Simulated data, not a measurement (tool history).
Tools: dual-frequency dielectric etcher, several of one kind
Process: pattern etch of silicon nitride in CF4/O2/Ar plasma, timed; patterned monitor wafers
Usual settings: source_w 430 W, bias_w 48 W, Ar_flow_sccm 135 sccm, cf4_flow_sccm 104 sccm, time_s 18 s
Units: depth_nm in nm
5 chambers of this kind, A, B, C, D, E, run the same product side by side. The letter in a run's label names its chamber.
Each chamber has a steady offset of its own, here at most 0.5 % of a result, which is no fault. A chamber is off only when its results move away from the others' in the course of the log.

| run | day | source_w | bias_w | Ar_flow_sccm | cf4_flow_sccm | time_s | read-back reference wafer on the same gauge, depth_nm | depth_nm |
|---|---|---|---|---|---|---|---|---|
|  | 0.008 | chamber C: wet clean of the chamber |
| 1A | 0.558 | 430 | 48 | 135 | 104 | 18 | 23.606 | 28.57 |
|  | 0.908 | chamber B: wet clean of the chamber |
| 2E | 1.117 | 430 | 48 | 135 | 104 | 18 | 23.6 | 28.337 |
|  | 1.4 | chamber E: wet clean of the chamber |
|  | 1.571 | chamber A: Ar flow controller replaced |
| 3D | 1.612 | 430 | 48 | 135 | 104 | 18 | 23.61 | 28.698 |
| 4B | 1.925 | 430 | 48 | 135 | 104 | 18 | 23.617 | 28.48 |
| 5C | 2.429 | 430 | 48 | 135 | 104 | 18 | 23.625 | 28.664 |
| 6C | 2.988 | 430 | 48 | 135 | 104 | 18 | 23.624 | 28.757 |
| 7D | 3.304 | 430 | 48 | 135 | 104 | 18 | 23.619 | 28.785 |
| 8B | 3.712 | 430 | 48 | 135 | 104 | 18 | 23.626 | 28.466 |
| 9E | 4.271 | 430 | 48 | 135 | 104 | 18 | 23.623 | 28.429 |
| 10A | 4.646 | 430 | 48 | 135 | 104 | 18 | 23.643 | 28.592 |
| 11C | 4.962 | 430 | 48 | 135 | 104 | 18 | 23.638 | 28.626 |
| 12E | 5.338 | 430 | 48 | 135 | 104 | 18 | 23.653 | 28.542 |
| 13A | 5.7 | 430 | 48 | 135 | 104 | 18 | 23.643 | 28.599 |
| 14B | 6.029 | 430 | 48 | 135 | 95 | 18 | 23.65 | 28.095 |
| 15D | 6.575 | 430 | 48 | 135 | 95 | 18 | 23.657 | 28.483 |
| 16B | 6.892 | 430 | 48 | 135 | 95 | 18 | 23.655 | 28.078 |
|  | 6.925 | chamber E: CF4 flow controller replaced |
| 17C | 7.458 | 430 | 48 | 135 | 95 | 18 | 23.653 | 28.312 |
| 18A | 7.946 | 430 | 48 | 135 | 95 | 18 | 23.667 | 28.315 |
| 19D | 8.392 | 430 | 48 | 135 | 104 | 18 | 23.664 | 28.759 |
| 20E | 8.942 | 430 | 48 | 135 | 104 | 18 | 23.679 | 28.575 |
| 21A | 9.258 | 530 | 52 | 135 | 104 | 18 | 23.685 | 35.332 |
| 22D | 9.646 | 530 | 52 | 135 | 104 | 18 | 23.674 | 35.619 |
|  | 9.983 | chamber A: wet clean of the chamber |
| 23C | 9.983 | 530 | 52 | 135 | 104 | 18 | 23.677 | 35.502 |
| 24B | 10.292 | 530 | 52 | 135 | 104 | 18 | 23.685 | 35.287 |
| 25E | 10.679 | 530 | 52 | 135 | 104 | 18 | 23.69 | 35.429 |
| 26D | 11.033 | 430 | 48 | 135 | 104 | 18 | 23.687 | 28.956 |
| 27A | 11.438 | 430 | 48 | 135 | 104 | 18 | 23.692 | 28.628 |
| 28C | 11.729 | 430 | 48 | 135 | 104 | 18 | 23.697 | 28.846 |
| 29B | 12.292 | 430 | 48 | 135 | 83 | 21 | 23.709 | 32.341 |
| 30E | 12.725 | 430 | 48 | 135 | 83 | 21 | 23.712 | 32.254 |
| 31C | 13.017 | 430 | 48 | 135 | 83 | 21 | 23.702 | 32.611 |
| 32D | 13.529 | 430 | 48 | 135 | 83 | 21 | 23.717 | 32.636 |
| 33E | 14.133 | 430 | 48 | 135 | 83 | 21 | 23.708 | 32.242 |
| 34B | 14.425 | 430 | 48 | 135 | 104 | 18 | 23.714 | 28.605 |
| 35A | 14.779 | 430 | 48 | 135 | 104 | 18 | 23.721 | 28.671 |
| 36A | 15.262 | 530 | 48 | 135 | 104 | 18 | 23.721 | 34.337 |
| 37C | 15.712 | 530 | 48 | 135 | 104 | 18 | 23.727 | 34.514 |
| 38D | 16.175 | 530 | 48 | 135 | 104 | 18 | 23.728 | 34.424 |
| 39B | 16.767 | 530 | 48 | 135 | 104 | 18 | 23.736 | 34.333 |
| 40E | 17.375 | 530 | 48 | 135 | 104 | 18 | 23.743 | 34.435 |
|  | 17.425 | chamber E: wet clean of the chamber |
| 41B | 17.783 | 430 | 48 | 135 | 104 | 18 | 23.742 | 28.722 |
| 42A | 18.167 | 430 | 48 | 135 | 104 | 18 | 23.745 | 28.754 |
| 43D | 18.746 | 430 | 48 | 135 | 104 | 18 | 23.742 | 28.87 |
| 44E | 19.112 | 430 | 48 | 135 | 104 | 18 | 23.75 | 28.632 |

All 5 chambers run these settings next. Forecast each chamber's results:
| 45A | 19.571 | 430 | 48 | 135 | 104 | 21.5 |  | ? |
| 45B | 19.571 | 430 | 48 | 135 | 104 | 21.5 |  | ? |
| 45C | 19.571 | 430 | 48 | 135 | 104 | 21.5 |  | ? |
| 45D | 19.571 | 430 | 48 | 135 | 104 | 21.5 |  | ? |
| 45E | 19.571 | 430 | 48 | 135 | 104 | 21.5 |  | ? |

| run | depth_nm |
|---|---|
| 45A | 34.312 |
| 45B | 34.289 |
| 45C | 34.444 |
| 45D | 34.579 |
| 45E | 34.245 |

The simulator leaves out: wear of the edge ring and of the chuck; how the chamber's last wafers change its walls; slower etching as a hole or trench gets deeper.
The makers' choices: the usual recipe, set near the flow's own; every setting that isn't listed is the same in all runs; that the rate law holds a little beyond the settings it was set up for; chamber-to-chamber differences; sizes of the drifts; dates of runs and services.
